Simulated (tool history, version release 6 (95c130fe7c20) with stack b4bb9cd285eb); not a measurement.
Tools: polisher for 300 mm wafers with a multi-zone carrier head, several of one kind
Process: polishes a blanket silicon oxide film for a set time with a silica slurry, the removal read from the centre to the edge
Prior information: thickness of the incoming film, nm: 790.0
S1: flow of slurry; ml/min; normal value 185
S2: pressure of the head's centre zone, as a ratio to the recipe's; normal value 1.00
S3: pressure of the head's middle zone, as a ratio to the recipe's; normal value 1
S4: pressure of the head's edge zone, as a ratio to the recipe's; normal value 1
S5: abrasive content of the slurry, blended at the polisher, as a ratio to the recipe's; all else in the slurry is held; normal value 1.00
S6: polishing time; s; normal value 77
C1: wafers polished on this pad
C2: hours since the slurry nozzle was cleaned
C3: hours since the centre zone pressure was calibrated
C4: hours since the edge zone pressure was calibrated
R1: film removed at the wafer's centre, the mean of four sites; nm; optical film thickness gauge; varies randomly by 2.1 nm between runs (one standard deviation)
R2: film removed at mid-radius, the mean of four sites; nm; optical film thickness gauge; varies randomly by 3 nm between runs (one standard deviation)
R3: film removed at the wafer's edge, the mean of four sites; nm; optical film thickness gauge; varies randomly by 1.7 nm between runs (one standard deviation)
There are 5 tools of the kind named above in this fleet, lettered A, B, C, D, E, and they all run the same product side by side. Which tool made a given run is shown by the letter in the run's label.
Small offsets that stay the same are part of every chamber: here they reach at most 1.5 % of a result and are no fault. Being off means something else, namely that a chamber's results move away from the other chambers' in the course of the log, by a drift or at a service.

-- day=0.267 chamber B: worn pad replaced by a new one
run 1B day=0.321 | S1=185 S2=1.00 S3=1 S4=1 S5=1.00 S6=77 | C1=18 C2=117.1 C3=181.7 C4=52.5 | R1=232.89 R2=234.59 R3=235.95
-- day=0.567 chamber E: worn pad replaced by a new one
run 2C day=0.871 | S1=185 S2=1.00 S3=1 S4=1 S5=1.00 S6=77 | C1=504 C2=25.6 C3=403.1 C4=214.3 | R1=231.88 R2=237.52 R3=235.79
-- day=1.271 chamber E: slurry nozzle cleaned
run 3A day=1.338 | S1=185 S2=1.00 S3=1 S4=1 S5=1.00 S6=77 | C1=1258 C2=608.6 C3=165.1 C4=471.8 | R1=237.76 R2=236.51 R3=232.01
run 4E day=1.662 | S1=185 S2=1.00 S3=1 S4=1 S5=1.00 S6=77 | C1=348 C2=9.4 C3=363.9 C4=323.8 | R1=233.34 R2=236.57 R3=234.73
run 5D day=2.008 | S1=185 S2=1.00 S3=1 S4=1 S5=1.00 S6=77 | C1=1354 C2=151.4 C3=171.7 C4=386.7 | R1=233.28 R2=232.91 R3=234.62
-- day=2.021 chamber D: worn pad replaced by a new one
-- day=2.350 chamber C: worn pad replaced by a new one
run 6C day=2.462 | S1=185 S2=1.00 S3=1 S4=1 S5=1.00 S6=77 | C1=36 C2=63.8 C3=441.3 C4=252.5 | R1=231.30 R2=230.55 R3=237.57
run 7B day=2.862 | S1=185 S2=1.11 S3=1 S4=1 S5=1.00 S6=65 | C1=825 C2=178.1 C3=242.7 C4=113.5 | R1=223.92 R2=202.01 R3=196.16
-- day=3.258 chamber B: worn pad replaced by a new one
-- day=3.304 chamber E: worn pad replaced by a new one
run 8E day=3.404 | S1=185 S2=1.11 S3=1 S4=1 S5=1.00 S6=65 | C1=31 C2=51.2 C3=405.7 C4=365.6 | R1=220.78 R2=200.70 R3=199.29
-- day=3.538 chamber D: slurry nozzle cleaned
run 9D day=3.942 | S1=185 S2=1.11 S3=1 S4=1 S5=1.00 S6=65 | C1=610 C2=9.8 C3=218.1 C4=433.1 | R1=223.84 R2=200.02 R3=199.70
run 10A day=4.342 | S1=185 S2=1.11 S3=1 S4=1 S5=1.00 S6=65 | C1=2213 C2=680.7 C3=237.2 C4=543.9 | R1=219.46 R2=197.92 R3=193.05
run 11A day=4.883 | S1=185 S2=1.11 S3=1 S4=1 S5=1.00 S6=65 | C1=2385 C2=693.7 C3=250.2 C4=556.9 | R1=217.52 R2=194.30 R3=195.40
run 12E day=5.250 | S1=185 S2=1.00 S3=1 S4=1 S5=1.00 S6=77 | C1=618 C2=95.5 C3=450.0 C4=409.9 | R1=231.98 R2=233.48 R3=235.13
-- day=5.579 chamber C: worn pad replaced by a new one
run 13C day=5.679 | S1=185 S2=1.00 S3=1 S4=1 S5=1.00 S6=77 | C1=32 C2=141.0 C3=518.5 C4=329.7 | R1=232.85 R2=231.91 R3=235.78
-- day=5.825 chamber D: centre zone pressure recalibrated
-- day=5.917 chamber D: worn pad replaced by a new one
run 14D day=6.021 | S1=185 S2=1.00 S3=1 S4=1 S5=1.00 S6=77 | C1=33 C2=59.7 C3=4.7 C4=483.0 | R1=232.57 R2=235.33 R3=235.21
-- day=6.162 chamber E: worn pad replaced by a new one
run 15B day=6.342 | S1=185 S2=1.00 S3=1 S4=1 S5=1.25 S6=77 | C1=980 C2=261.6 C3=326.2 C4=197.0 | R1=258.05 R2=258.82 R3=256.20
-- day=6.362 chamber B: worn pad replaced by a new one
run 16A day=6.817 | S1=185 S2=1.00 S3=1 S4=1 S5=1.25 S6=77 | C1=2999 C2=740.1 C3=296.6 C4=603.3 | R1=253.78 R2=251.87 R3=255.19
run 17E day=7.100 | S1=185 S2=1.00 S3=1 S4=1 S5=1.25 S6=77 | C1=299 C2=139.9 C3=494.4 C4=454.3 | R1=255.79 R2=253.40 R3=256.38
run 18C day=7.421 | S1=185 S2=1.00 S3=1 S4=1 S5=1.25 S6=77 | C1=585 C2=182.8 C3=560.3 C4=371.5 | R1=256.24 R2=260.48 R3=258.72
run 19B day=7.858 | S1=185 S2=1.00 S3=1 S4=1 S5=1.25 S6=77 | C1=475 C2=298.0 C3=362.6 C4=233.4 | R1=262.63 R2=259.40 R3=254.41
run 20D day=8.217 | S1=185 S2=1.00 S3=1 S4=1 S5=1.00 S6=77 | C1=731 C2=112.4 C3=57.4 C4=535.7 | R1=232.73 R2=231.59 R3=235.78
-- day=8.354 chamber C: worn pad replaced by a new one
-- day=8.679 chamber E: worn pad replaced by a new one
run 21E day=8.717 | S1=185 S2=1.00 S3=1 S4=1 S5=1.00 S6=77 | C1=12 C2=178.7 C3=533.2 C4=493.1 | R1=233.78 R2=242.81 R3=237.67
run 22D day=9.075 | S1=185 S2=1.00 S3=1 S4=1 S5=1.00 S6=77 | C1=1004 C2=133.0 C3=78.0 C4=556.3 | R1=235.68 R2=230.76 R3=235.31
-- day=9.212 chamber E: slurry nozzle cleaned
-- day=9.400 chamber B: worn pad replaced by a new one
run 23B day=9.596 | S1=185 S2=1.00 S3=1 S4=1 S5=1.00 S6=77 | C1=63 C2=339.7 C3=404.3 C4=275.1 | R1=234.58 R2=232.02 R3=235.50
-- day=9.892 chamber D: worn pad replaced by a new one
run 24A day=10.146 | S1=185 S2=1.00 S3=1 S4=1 S5=1.00 S6=77 | C1=4057 C2=820.0 C3=376.5 C4=683.2 | R1=228.32 R2=224.18 R3=224.98
run 25C day=10.588 | S1=185 S2=1.00 S3=1 S4=1 S5=1.00 S6=77 | C1=709 C2=258.8 C3=636.3 C4=447.5 | R1=233.34 R2=233.32 R3=236.43
run 26C day=11.004 | S1=185 S2=1.00 S3=1 S4=1 S5=1.00 S6=77 | C1=842 C2=268.8 C3=646.3 C4=457.5 | R1=232.54 R2=238.31 R3=237.52
-- day=11.104 chamber C: worn pad replaced by a new one
run 27E day=11.246 | S1=185 S2=1.00 S3=1 S4=1 S5=1.00 S6=77 | C1=815 C2=48.9 C3=593.9 C4=553.8 | R1=232.14 R2=230.62 R3=233.07
-- day=11.517 chamber A: slurry nozzle cleaned
run 28B day=11.542 | S1=185 S2=1.00 S3=1 S4=1 S5=1.00 S6=77 | C1=681 C2=386.4 C3=451.0 C4=321.8 | R1=231.15 R2=234.90 R3=234.49
-- day=11.583 chamber E: worn pad replaced by a new one
-- day=11.642 chamber D: slurry nozzle cleaned
run 29A day=11.896 | S1=185 S2=1.04 S3=1 S4=1 S5=1.00 S6=77 | C1=4613 C2=9.2 C3=418.5 C4=725.2 | R1=232.31 R2=226.19 R3=224.99
-- day=12.346 chamber B: worn pad replaced by a new one
run 30D day=12.367 | S1=185 S2=1.04 S3=1 S4=1 S5=1.00 S6=77 | C1=786 C2=17.5 C3=157.0 C4=635.3 | R1=248.01 R2=234.38 R3=236.65
run 31D day=12.771 | S1=185 S2=1.04 S3=1 S4=1 S5=1.00 S6=77 | C1=915 C2=27.2 C3=166.7 C4=645.0 | R1=244.57 R2=237.96 R3=234.32
run 32B day=13.200 | S1=185 S2=1.04 S3=1 S4=1 S5=1.00 S6=77 | C1=272 C2=426.2 C3=490.8 C4=361.6 | R1=242.18 R2=230.78 R3=236.30
run 33E day=13.567 | S1=185 S2=1.04 S3=1 S4=1 S5=1.00 S6=77 | C1=630 C2=104.6 C3=649.6 C4=609.5 | R1=243.23 R2=231.04 R3=232.89
-- day=13.700 chamber C: worn pad replaced by a new one
run 34C day=13.833 | S1=185 S2=1.00 S3=1 S4=1 S5=1.00 S6=77 | C1=42 C2=336.7 C3=714.2 C4=525.4 | R1=233.94 R2=235.32 R3=236.11
run 35A day=14.142 | S1=185 S2=1.00 S3=1 S4=1 S5=1.00 S6=77 | C1=5327 C2=63.1 C3=472.4 C4=779.1 | R1=224.10 R2=224.27 R3=224.10

All 5 chambers run these settings next. Forecast each chamber's results:
run 36A day=14.542 | S1=185 S2=0.91 S3=1 S4=1 S5=1.00 S6=77 | R1=? R2=? R3=?
run 36B day=14.542 | S1=185 S2=0.91 S3=1 S4=1 S5=1.00 S6=77 | R1=? R2=? R3=?
run 36C day=14.542 | S1=185 S2=0.91 S3=1 S4=1 S5=1.00 S6=77 | R1=? R2=? R3=?
run 36D day=14.542 | S1=185 S2=0.91 S3=1 S4=1 S5=1.00 S6=77 | R1=? R2=? R3=?
run 36E day=14.542 | S1=185 S2=0.91 S3=1 S4=1 S5=1.00 S6=77 | R1=? R2=? R3=?

run=36A R1=197.70 R2=221.55 R3=218.60
run=36B R1=212.65 R2=235.94 R3=234.26
run=36C R1=209.75 R2=237.56 R3=235.19
run=36D R1=210.19 R2=232.80 R3=235.36
run=36E R1=209.98 R2=231.02 R3=230.83

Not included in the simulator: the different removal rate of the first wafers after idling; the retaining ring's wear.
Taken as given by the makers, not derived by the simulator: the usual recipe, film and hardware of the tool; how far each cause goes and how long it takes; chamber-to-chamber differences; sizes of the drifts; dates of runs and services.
